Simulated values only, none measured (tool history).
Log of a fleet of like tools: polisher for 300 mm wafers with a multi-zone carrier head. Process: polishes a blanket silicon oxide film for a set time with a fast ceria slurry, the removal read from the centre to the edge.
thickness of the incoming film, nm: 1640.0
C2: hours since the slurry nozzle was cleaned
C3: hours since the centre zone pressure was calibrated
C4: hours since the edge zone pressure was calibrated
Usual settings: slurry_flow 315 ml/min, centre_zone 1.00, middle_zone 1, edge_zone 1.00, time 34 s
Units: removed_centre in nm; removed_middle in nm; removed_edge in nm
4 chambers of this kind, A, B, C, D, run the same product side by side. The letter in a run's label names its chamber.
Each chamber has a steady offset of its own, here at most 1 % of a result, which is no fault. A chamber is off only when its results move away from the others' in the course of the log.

run 1C day=0.262 | slurry_flow=315 centre_zone=1.00 middle_zone=1 edge_zone=1.00 time=34 | wafers_polished_on_this_pad=1372 C2=551.3 C3=458.0 C4=47.6 | removed_centre=647.59 removed_middle=646.61 removed_edge=634.91
run 2D day=0.533 | slurry_flow=315 centre_zone=1.00 middle_zone=1 edge_zone=1.00 time=34 | wafers_polished_on_this_pad=836 C2=137.5 C3=523.6 C4=450.7 | removed_centre=640.33 removed_middle=635.18 removed_edge=639.99
-- day=0.612 chamber D: worn pad replaced by a new one
run 3A day=0.862 | slurry_flow=315 centre_zone=1.00 middle_zone=1 edge_zone=1.00 time=34 | wafers_polished_on_this_pad=362 C2=393.1 C3=743.2 C4=1337.6 | removed_centre=658.70 removed_middle=635.85 removed_edge=632.68
-- day=0.938 chamber A: edge zone pressure recalibrated
run 4B day=1.133 | slurry_flow=315 centre_zone=1.00 middle_zone=1 edge_zone=1.00 time=34 | wafers_polished_on_this_pad=565 C2=244.8 C3=161.3 C4=64.3 | removed_centre=651.63 removed_middle=638.19 removed_edge=645.23
-- day=1.346 chamber C: worn pad replaced by a new one
run 5D day=1.538 | slurry_flow=255 centre_zone=1.00 middle_zone=1 edge_zone=1.00 time=34 | wafers_polished_on_this_pad=274 C2=161.6 C3=547.7 C4=474.8 | removed_centre=634.33 removed_middle=640.42 removed_edge=632.24
-- day=1.658 chamber B: worn pad replaced by a new one
run 6A day=1.858 | slurry_flow=255 centre_zone=1.00 middle_zone=1 edge_zone=1.00 time=34 | wafers_polished_on_this_pad=656 C2=417.0 C3=767.1 C4=22.2 | removed_centre=632.41 removed_middle=629.70 removed_edge=628.91
-- day=1.900 chamber B: slurry nozzle cleaned
-- day=1.950 chamber A: worn pad replaced by a new one
run 7C day=2.221 | slurry_flow=255 centre_zone=1.00 middle_zone=1 edge_zone=1.00 time=34 | wafers_polished_on_this_pad=259 C2=598.3 C3=505.0 C4=94.6 | removed_centre=630.82 removed_middle=633.25 removed_edge=631.51
run 8B day=2.425 | slurry_flow=255 centre_zone=1.00 middle_zone=1 edge_zone=1.00 time=34 | wafers_polished_on_this_pad=227 C2=12.6 C3=192.3 C4=95.3 | removed_centre=633.97 removed_middle=635.47 removed_edge=639.90
run 9A day=2.792 | slurry_flow=315 centre_zone=1.00 middle_zone=1 edge_zone=1.05 time=34 | wafers_polished_on_this_pad=248 C2=439.4 C3=789.5 C4=44.6 | removed_centre=651.54 removed_middle=644.32 removed_edge=660.43
run 10C day=3.088 | slurry_flow=315 centre_zone=1.00 middle_zone=1 edge_zone=1.05 time=34 | wafers_polished_on_this_pad=514 C2=619.1 C3=525.8 C4=115.4 | removed_centre=654.72 removed_middle=648.24 removed_edge=658.50
-- day=3.279 chamber D: worn pad replaced by a new one
run 11D day=3.488 | slurry_flow=315 centre_zone=1.00 middle_zone=1 edge_zone=1.05 time=34 | wafers_polished_on_this_pad=62 C2=208.4 C3=594.5 C4=521.6 | removed_centre=636.53 removed_middle=642.17 removed_edge=653.74
run 12B day=3.721 | slurry_flow=315 centre_zone=1.00 middle_zone=1 edge_zone=1.05 time=34 | wafers_polished_on_this_pad=609 C2=43.7 C3=223.4 C4=126.4 | removed_centre=635.66 removed_middle=644.79 removed_edge=655.72
-- day=3.938 chamber B: worn pad replaced by a new one
run 13A day=4.083 | slurry_flow=315 centre_zone=1.00 middle_zone=1 edge_zone=1.00 time=34 | wafers_polished_on_this_pad=629 C2=470.4 C3=820.5 C4=75.6 | removed_centre=641.00 removed_middle=646.11 removed_edge=642.57
-- day=4.304 chamber A: worn pad replaced by a new one
run 14D day=4.458 | slurry_flow=315 centre_zone=1.00 middle_zone=1 edge_zone=1.00 time=45 | wafers_polished_on_this_pad=349 C2=231.7 C3=617.8 C4=544.9 | removed_centre=847.40 removed_middle=849.30 removed_edge=855.26
run 15B day=4.804 | slurry_flow=315 centre_zone=1.00 middle_zone=1 edge_zone=1.00 time=45 | wafers_polished_on_this_pad=256 C2=69.7 C3=249.4 C4=152.4 | removed_centre=854.17 removed_middle=849.80 removed_edge=866.76
run 16C day=5.067 | slurry_flow=315 centre_zone=1.00 middle_zone=1 edge_zone=1.00 time=45 | wafers_polished_on_this_pad=1098 C2=666.6 C3=573.3 C4=162.9 | removed_centre=858.09 removed_middle=861.12 removed_edge=847.50
-- day=5.321 chamber A: slurry nozzle cleaned
run 17D day=5.421 | slurry_flow=315 centre_zone=1.00 middle_zone=1 edge_zone=1.00 time=45 | wafers_polished_on_this_pad=633 C2=254.8 C3=640.9 C4=568.0 | removed_centre=842.83 removed_middle=846.94 removed_edge=825.50
run 18C day=5.812 | slurry_flow=315 centre_zone=1.00 middle_zone=1 edge_zone=1.00 time=34 | wafers_polished_on_this_pad=1318 C2=684.5 C3=591.2 C4=180.8 | removed_centre=644.80 removed_middle=643.01 removed_edge=623.50
-- day=5.917 chamber C: worn pad replaced by a new one
-- day=6.088 chamber D: worn pad replaced by a new one
run 19A day=6.158 | slurry_flow=405 centre_zone=0.95 middle_zone=1 edge_zone=1.00 time=34 | wafers_polished_on_this_pad=547 C2=20.2 C3=870.3 C4=125.4 | removed_centre=629.54 removed_middle=660.77 removed_edge=646.68
-- day=6.179 chamber B: worn pad replaced by a new one
run 20B day=6.454 | slurry_flow=405 centre_zone=0.95 middle_zone=1 edge_zone=1.00 time=34 | wafers_polished_on_this_pad=81 C2=109.3 C3=289.0 C4=192.0 | removed_centre=627.38 removed_middle=655.85 removed_edge=658.76
-- day=6.704 chamber A: worn pad replaced by a new one
-- day=6.779 chamber C: centre zone pressure recalibrated
run 21A day=6.875 | slurry_flow=405 centre_zone=0.95 middle_zone=1 edge_zone=1.00 time=34 | wafers_polished_on_this_pad=50 C2=37.4 C3=887.5 C4=142.6 | removed_centre=613.50 removed_middle=665.56 removed_edge=651.62
run 22C day=7.238 | slurry_flow=405 centre_zone=0.95 middle_zone=1 edge_zone=1.00 time=34 | wafers_polished_on_this_pad=390 C2=718.7 C3=11.0 C4=215.0 | removed_centre=620.74 removed_middle=663.33 removed_edge=661.56
-- day=7.246 chamber A: centre zone pressure recalibrated
run 23D day=7.596 | slurry_flow=315 centre_zone=1.04 middle_zone=1 edge_zone=1.00 time=23 | wafers_polished_on_this_pad=445 C2=307.0 C3=693.1 C4=620.2 | removed_centre=457.49 removed_middle=431.15 removed_edge=426.85
run 24B day=7.988 | slurry_flow=315 centre_zone=1.04 middle_zone=1 edge_zone=1.00 time=23 | wafers_polished_on_this_pad=533 C2=146.1 C3=325.8 C4=228.8 | removed_centre=458.58 removed_middle=430.60 removed_edge=442.61
run 25D day=8.254 | slurry_flow=315 centre_zone=1.04 middle_zone=1 edge_zone=1.00 time=23 | wafers_polished_on_this_pad=639 C2=322.8 C3=708.9 C4=636.0 | removed_centre=453.76 removed_middle=437.84 removed_edge=440.92
-- day=8.338 chamber B: worn pad replaced by a new one
run 26C day=8.546 | slurry_flow=315 centre_zone=1.04 middle_zone=1 edge_zone=1.00 time=23 | wafers_polished_on_this_pad=776 C2=750.1 C3=42.4 C4=246.4 | removed_centre=448.87 removed_middle=441.74 removed_edge=434.30
run 27A day=8.950 | slurry_flow=315 centre_zone=1.00 middle_zone=1 edge_zone=1.00 time=34 | wafers_polished_on_this_pad=662 C2=87.2 C3=41.0 C4=192.4 | removed_centre=642.56 removed_middle=636.87 removed_edge=642.38
-- day=9.088 chamber D: worn pad replaced by a new one
-- day=9.183 chamber A: worn pad replaced by a new one
run 28B day=9.229 | slurry_flow=315 centre_zone=0.92 middle_zone=1 edge_zone=1.00 time=34 | wafers_polished_on_this_pad=263 C2=175.9 C3=355.6 C4=258.6 | removed_centre=600.04 removed_middle=647.21 removed_edge=661.75
run 29C day=9.467 | slurry_flow=315 centre_zone=0.92 middle_zone=1 edge_zone=1.00 time=34 | wafers_polished_on_this_pad=1048 C2=772.2 C3=64.5 C4=268.5 | removed_centre=602.24 removed_middle=651.35 removed_edge=640.54
run 30A day=9.829 | slurry_flow=315 centre_zone=0.92 middle_zone=1 edge_zone=1.00 time=34 | wafers_polished_on_this_pad=191 C2=108.3 C3=62.1 C4=213.5 | removed_centre=586.48 removed_middle=650.87 removed_edge=645.29
run 31D day=10.229 | slurry_flow=315 centre_zone=0.92 middle_zone=1 edge_zone=1.00 time=34 | wafers_polished_on_this_pad=337 C2=370.2 C3=756.3 C4=683.4 | removed_centre=584.88 removed_middle=650.65 removed_edge=656.72
run 32B day=10.462 | slurry_flow=315 centre_zone=1.00 middle_zone=1 edge_zone=1.00 time=23 | wafers_polished_on_this_pad=627 C2=205.5 C3=385.2 C4=288.2 | removed_centre=445.30 removed_middle=436.64 removed_edge=442.25
run 33B day=10.671 | slurry_flow=315 centre_zone=1.00 middle_zone=1 edge_zone=1.00 time=23 | wafers_polished_on_this_pad=688 C2=210.5 C3=390.2 C4=293.2 | removed_centre=445.46 removed_middle=438.59 removed_edge=452.64
run 34A day=10.946 | slurry_flow=315 centre_zone=1.00 middle_zone=1 edge_zone=1.00 time=23 | wafers_polished_on_this_pad=520 C2=135.1 C3=88.9 C4=240.3 | removed_centre=435.80 removed_middle=431.62 removed_edge=434.77

Next, every chamber runs the same settings. What will each give?
run 35A day=11.271 | slurry_flow=315 centre_zone=0.91 middle_zone=1 edge_zone=1.00 time=34 | removed_centre=? removed_middle=? removed_edge=?
run 35B day=11.271 | slurry_flow=315 centre_zone=0.91 middle_zone=1 edge_zone=1.00 time=34 | removed_centre=? removed_middle=? removed_edge=?
run 35C day=11.271 | slurry_flow=315 centre_zone=0.91 middle_zone=1 edge_zone=1.00 time=34 | removed_centre=? removed_middle=? removed_edge=?
run 35D day=11.271 | slurry_flow=315 centre_zone=0.91 middle_zone=1 edge_zone=1.00 time=34 | removed_centre=? removed_middle=? removed_edge=?

run=35A removed_centre=567.03 removed_middle=638.37 removed_edge=649.84
run=35B removed_centre=585.66 removed_middle=645.34 removed_edge=644.30
run=35C removed_centre=579.49 removed_middle=647.69 removed_edge=641.61
run=35D removed_centre=569.97 removed_middle=642.56 removed_edge=648.04
